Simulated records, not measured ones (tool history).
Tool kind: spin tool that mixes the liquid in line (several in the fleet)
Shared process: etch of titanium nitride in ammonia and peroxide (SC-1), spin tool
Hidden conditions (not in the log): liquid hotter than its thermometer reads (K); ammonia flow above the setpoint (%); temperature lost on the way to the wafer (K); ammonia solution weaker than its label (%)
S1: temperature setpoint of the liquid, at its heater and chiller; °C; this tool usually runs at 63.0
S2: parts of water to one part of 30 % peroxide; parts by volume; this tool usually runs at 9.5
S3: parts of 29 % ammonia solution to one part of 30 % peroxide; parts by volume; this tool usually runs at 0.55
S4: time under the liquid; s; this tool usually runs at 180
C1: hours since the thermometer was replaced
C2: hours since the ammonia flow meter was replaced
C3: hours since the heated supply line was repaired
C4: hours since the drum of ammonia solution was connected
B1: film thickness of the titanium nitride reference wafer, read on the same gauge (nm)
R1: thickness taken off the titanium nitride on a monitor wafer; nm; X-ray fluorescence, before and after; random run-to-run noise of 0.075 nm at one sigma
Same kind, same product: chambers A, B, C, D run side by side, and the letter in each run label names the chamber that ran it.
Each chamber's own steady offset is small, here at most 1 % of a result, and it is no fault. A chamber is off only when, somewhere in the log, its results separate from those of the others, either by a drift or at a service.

{"run": "1C", "hour": 8.5, "S1": 63.0, "S2": 9.5, "S3": 0.55, "S4": 180, "C1": 1157.0, "C2": 1823.9, "C3": 2176.3, "C4": 246.5, "B1": 149.99, "R1": 17.489}
{"hour": 13.4, "done": "chamber A: new drum of ammonia solution connected"}
{"run": "2D", "hour": 15.4, "S1": 63.0, "S2": 9.5, "S3": 0.55, "S4": 180, "C1": 652.8, "C2": 1054.4, "C3": 1565.8, "C4": 324.3, "B1": 149.98, "R1": 17.517}
{"run": "3A", "hour": 30.6, "S1": 63.0, "S2": 9.5, "S3": 0.55, "S4": 180, "C1": 448.5, "C2": 96.5, "C3": 3141.0, "C4": 17.3, "B1": 150.0, "R1": 17.587}
{"hour": 37.9, "done": "chamber C: heated supply line repaired"}
{"run": "4B", "hour": 43.4, "S1": 63.0, "S2": 9.5, "S3": 0.55, "S4": 180, "C1": 1599.0, "C2": 1109.2, "C3": 114.6, "C4": 1116.3, "B1": 149.99, "R1": 17.348}
{"run": "5D", "hour": 54.4, "S1": 63.0, "S2": 9.5, "S3": 0.55, "S4": 180, "C1": 691.8, "C2": 1093.4, "C3": 1604.8, "C4": 363.3, "B1": 150.0, "R1": 17.416}
{"run": "6C", "hour": 63.5, "S1": 63.0, "S2": 9.5, "S3": 0.55, "S4": 180, "C1": 1212.0, "C2": 1878.9, "C3": 25.7, "C4": 301.5, "B1": 150.0, "R1": 17.615}
{"run": "7B", "hour": 77.8, "S1": 63.0, "S2": 9.5, "S3": 0.55, "S4": 180, "C1": 1633.4, "C2": 1143.6, "C3": 149.0, "C4": 1150.7, "B1": 150.01, "R1": 17.289}
{"run": "8A", "hour": 92.6, "S1": 63.0, "S2": 9.5, "S3": 0.55, "S4": 180, "C1": 510.5, "C2": 158.5, "C3": 3203.0, "C4": 79.3, "B1": 150.0, "R1": 17.558}
{"run": "9A", "hour": 101.0, "S1": 63.0, "S2": 13.0, "S3": 0.55, "S4": 180, "C1": 518.9, "C2": 166.9, "C3": 3211.4, "C4": 87.7, "B1": 150.0, "R1": 14.838}
{"hour": 114.2, "done": "chamber B: new drum of ammonia solution connected"}
{"run": "10C", "hour": 116.0, "S1": 63.0, "S2": 13.0, "S3": 0.55, "S4": 180, "C1": 1264.5, "C2": 1931.4, "C3": 78.2, "C4": 354.0, "B1": 149.99, "R1": 14.914}
{"run": "11D", "hour": 127.7, "S1": 63.0, "S2": 13.0, "S3": 0.55, "S4": 180, "C1": 765.1, "C2": 1166.7, "C3": 1678.1, "C4": 436.6, "B1": 149.97, "R1": 14.646}
{"run": "12B", "hour": 140.4, "S1": 63.0, "S2": 13.0, "S3": 0.55, "S4": 180, "C1": 1696.0, "C2": 1206.2, "C3": 211.6, "C4": 26.2, "B1": 150.0, "R1": 14.622}
{"run": "13B", "hour": 150.5, "S1": 63.0, "S2": 9.5, "S3": 0.55, "S4": 180, "C1": 1706.1, "C2": 1216.3, "C3": 221.7, "C4": 36.3, "B1": 150.02, "R1": 17.42}
{"run": "14D", "hour": 159.1, "S1": 63.0, "S2": 9.5, "S3": 0.55, "S4": 180, "C1": 796.5, "C2": 1198.1, "C3": 1709.5, "C4": 468.0, "B1": 149.99, "R1": 17.499}
{"run": "15A", "hour": 166.3, "S1": 63.0, "S2": 9.5, "S3": 0.55, "S4": 180, "C1": 584.2, "C2": 232.2, "C3": 3276.7, "C4": 153.0, "B1": 150.0, "R1": 17.518}
{"run": "16C", "hour": 179.7, "S1": 69.0, "S2": 9.5, "S3": 0.55, "S4": 130, "C1": 1328.2, "C2": 1995.1, "C3": 141.9, "C4": 417.7, "B1": 150.02, "R1": 18.529}
{"run": "17A", "hour": 191.1, "S1": 69.0, "S2": 9.5, "S3": 0.55, "S4": 130, "C1": 609.0, "C2": 257.0, "C3": 3301.5, "C4": 177.8, "B1": 149.98, "R1": 18.64}
{"run": "18B", "hour": 199.0, "S1": 69.0, "S2": 9.5, "S3": 0.55, "S4": 130, "C1": 1754.6, "C2": 1264.8, "C3": 270.2, "C4": 84.8, "B1": 150.01, "R1": 18.366}
{"hour": 202.6, "done": "chamber D: thermometer replaced"}
{"run": "19D", "hour": 213.1, "S1": 69.0, "S2": 9.5, "S3": 0.55, "S4": 130, "C1": 10.5, "C2": 1252.1, "C3": 1763.5, "C4": 522.0, "B1": 150.0, "R1": 18.47}
{"run": "20C", "hour": 222.1, "S1": 63.0, "S2": 9.5, "S3": 0.55, "S4": 180, "C1": 1370.6, "C2": 2037.5, "C3": 184.3, "C4": 460.1, "B1": 149.99, "R1": 17.559}
{"run": "21C", "hour": 233.8, "S1": 53.5, "S2": 9.5, "S3": 0.55, "S4": 230, "C1": 1382.3, "C2": 2049.2, "C3": 196.0, "C4": 471.8, "B1": 149.99, "R1": 12.139}
{"hour": 248.1, "done": "chamber A: heated supply line repaired"}
{"run": "22D", "hour": 248.7, "S1": 53.5, "S2": 9.5, "S3": 0.55, "S4": 230, "C1": 46.1, "C2": 1287.7, "C3": 1799.1, "C4": 557.6, "B1": 150.01, "R1": 11.805}
{"run": "23B", "hour": 259.6, "S1": 53.5, "S2": 9.5, "S3": 0.55, "S4": 230, "C1": 1815.2, "C2": 1325.4, "C3": 330.8, "C4": 145.4, "B1": 149.99, "R1": 11.696}
{"run": "24A", "hour": 267.6, "S1": 53.5, "S2": 9.5, "S3": 0.55, "S4": 230, "C1": 685.5, "C2": 333.5, "C3": 19.6, "C4": 254.3, "B1": 150.02, "R1": 11.887}
{"hour": 276.9, "done": "chamber C: new drum of ammonia solution connected"}
{"run": "25D", "hour": 280.4, "S1": 63.0, "S2": 9.5, "S3": 0.55, "S4": 180, "C1": 77.8, "C2": 1319.4, "C3": 1830.8, "C4": 589.3, "B1": 149.99, "R1": 17.408}
{"run": "26B", "hour": 290.1, "S1": 63.0, "S2": 9.5, "S3": 0.55, "S4": 180, "C1": 1845.7, "C2": 1355.9, "C3": 361.3, "C4": 175.9, "B1": 150.0, "R1": 17.448}
{"run": "27C", "hour": 301.2, "S1": 63.0, "S2": 9.5, "S3": 0.55, "S4": 180, "C1": 1449.7, "C2": 2116.6, "C3": 263.4, "C4": 24.4, "B1": 150.0, "R1": 17.63}
{"run": "28A", "hour": 310.4, "S1": 63.0, "S2": 9.5, "S3": 0.55, "S4": 180, "C1": 728.3, "C2": 376.3, "C3": 62.4, "C4": 297.1, "B1": 149.96, "R1": 17.732}
{"run": "29A", "hour": 325.4, "S1": 66.5, "S2": 9.5, "S3": 0.45, "S4": 180, "C1": 743.3, "C2": 391.3, "C3": 77.4, "C4": 312.1, "B1": 150.0, "R1": 21.606}
{"run": "30C", "hour": 338.6, "S1": 66.5, "S2": 9.5, "S3": 0.45, "S4": 180, "C1": 1487.1, "C2": 2154.0, "C3": 300.8, "C4": 61.8, "B1": 150.01, "R1": 21.092}
{"run": "31B", "hour": 349.0, "S1": 66.5, "S2": 9.5, "S3": 0.45, "S4": 180, "C1": 1904.6, "C2": 1414.8, "C3": 420.2, "C4": 234.8, "B1": 150.02, "R1": 20.983}
{"run": "32D", "hour": 360.2, "S1": 66.5, "S2": 9.5, "S3": 0.45, "S4": 180, "C1": 157.6, "C2": 1399.2, "C3": 1910.6, "C4": 669.1, "B1": 150.0, "R1": 20.97}
{"run": "33B", "hour": 373.3, "S1": 63.0, "S2": 9.5, "S3": 0.55, "S4": 180, "C1": 1928.9, "C2": 1439.1, "C3": 444.5, "C4": 259.1, "B1": 150.02, "R1": 17.206}
{"run": "34A", "hour": 385.9, "S1": 63.0, "S2": 9.5, "S3": 0.55, "S4": 180, "C1": 803.8, "C2": 451.8, "C3": 137.9, "C4": 372.6, "B1": 149.99, "R1": 17.898}
{"hour": 389.7, "done": "chamber A: ammonia flow meter replaced"}
{"run": "35C", "hour": 395.3, "S1": 63.0, "S2": 5.0, "S3": 0.55, "S4": 265, "C1": 1543.8, "C2": 2210.7, "C3": 357.5, "C4": 118.5, "B1": 149.97, "R1": 35.579}
{"run": "36D", "hour": 408.9, "S1": 63.0, "S2": 5.0, "S3": 0.55, "S4": 265, "C1": 206.3, "C2": 1447.9, "C3": 1959.3, "C4": 717.8, "B1": 149.99, "R1": 35.434}
{"run": "37D", "hour": 422.9, "S1": 63.0, "S2": 5.0, "S3": 0.55, "S4": 265, "C1": 220.3, "C2": 1461.9, "C3": 1973.3, "C4": 731.8, "B1": 150.0, "R1": 35.455}
{"run": "38A", "hour": 434.1, "S1": 63.0, "S2": 5.0, "S3": 0.55, "S4": 265, "C1": 852.0, "C2": 44.5, "C3": 186.1, "C4": 420.8, "B1": 150.0, "R1": 36.028}
{"run": "39B", "hour": 440.9, "S1": 63.0, "S2": 9.5, "S3": 0.55, "S4": 180, "C1": 1996.5, "C2": 1506.7, "C3": 512.1, "C4": 326.7, "B1": 150.01, "R1": 17.472}
{"run": "40C", "hour": 450.1, "S1": 63.0, "S2": 9.5, "S3": 0.55, "S4": 180, "C1": 1598.6, "C2": 2265.5, "C3": 412.3, "C4": 173.3, "B1": 149.99, "R1": 17.615}
{"run": "41B", "hour": 459.1, "S1": 63.0, "S2": 9.5, "S3": 0.55, "S4": 180, "C1": 2014.7, "C2": 1524.9, "C3": 530.3, "C4": 344.9, "B1": 150.0, "R1": 17.252}
{"run": "42A", "hour": 467.5, "S1": 63.0, "S2": 9.5, "S3": 0.55, "S4": 180, "C1": 885.4, "C2": 77.9, "C3": 219.5, "C4": 454.2, "B1": 150.02, "R1": 18.114}
{"run": "43D", "hour": 475.0, "S1": 63.0, "S2": 9.5, "S3": 0.55, "S4": 180, "C1": 272.4, "C2": 1514.0, "C3": 2025.4, "C4": 783.9, "B1": 150.0, "R1": 17.336}
{"run": "44C", "hour": 482.7, "S1": 63.0, "S2": 9.5, "S3": 0.55, "S4": 180, "C1": 1631.2, "C2": 2298.1, "C3": 444.9, "C4": 205.9, "B1": 149.98, "R1": 17.61}

Is one chamber out of step, is the gauge drifting, or do the chambers differ by no more than their own small offsets? For an off chamber, give its letter and the likeliest cause.

Little by little, chamber A moves away from the other chambers.
Likeliest cause: liquid hotter than its thermometer reads (K) = 0.525.

Which of the 4 candidates below, each the usual settings with something changed and its results left as question marks, puts chamber A back in line with what the other chambers give on the usual settings?
Maximum distance from the other chambers' mean on the usual settings for a result to count as in line: R1 0.260 nm
{"run": "45A-1", "hour": 493.5, "S1": 64.0, "S2": 9.5, "S3": 0.55, "S4": 180, "R1": "?"}
{"run": "45A-2", "hour": 493.5, "S1": 62.5, "S2": 9.5, "S3": 0.55, "S4": 180, "R1": "?"}
{"run": "45A-3", "hour": 493.5, "S1": 63.5, "S2": 9.5, "S3": 0.55, "S4": 180, "R1": "?"}
{"run": "45A-4", "hour": 493.5, "S1": 62.0, "S2": 9.5, "S3": 0.55, "S4": 180, "R1": "?"}

What the other chambers average on the usual settings: R1 17.446 nm
run=45A-1 R1=19.346
run=45A-2 R1=17.550
run=45A-3 R1=18.725
run=45A-4 R1=16.982
45A-2 brings the chamber back in line.
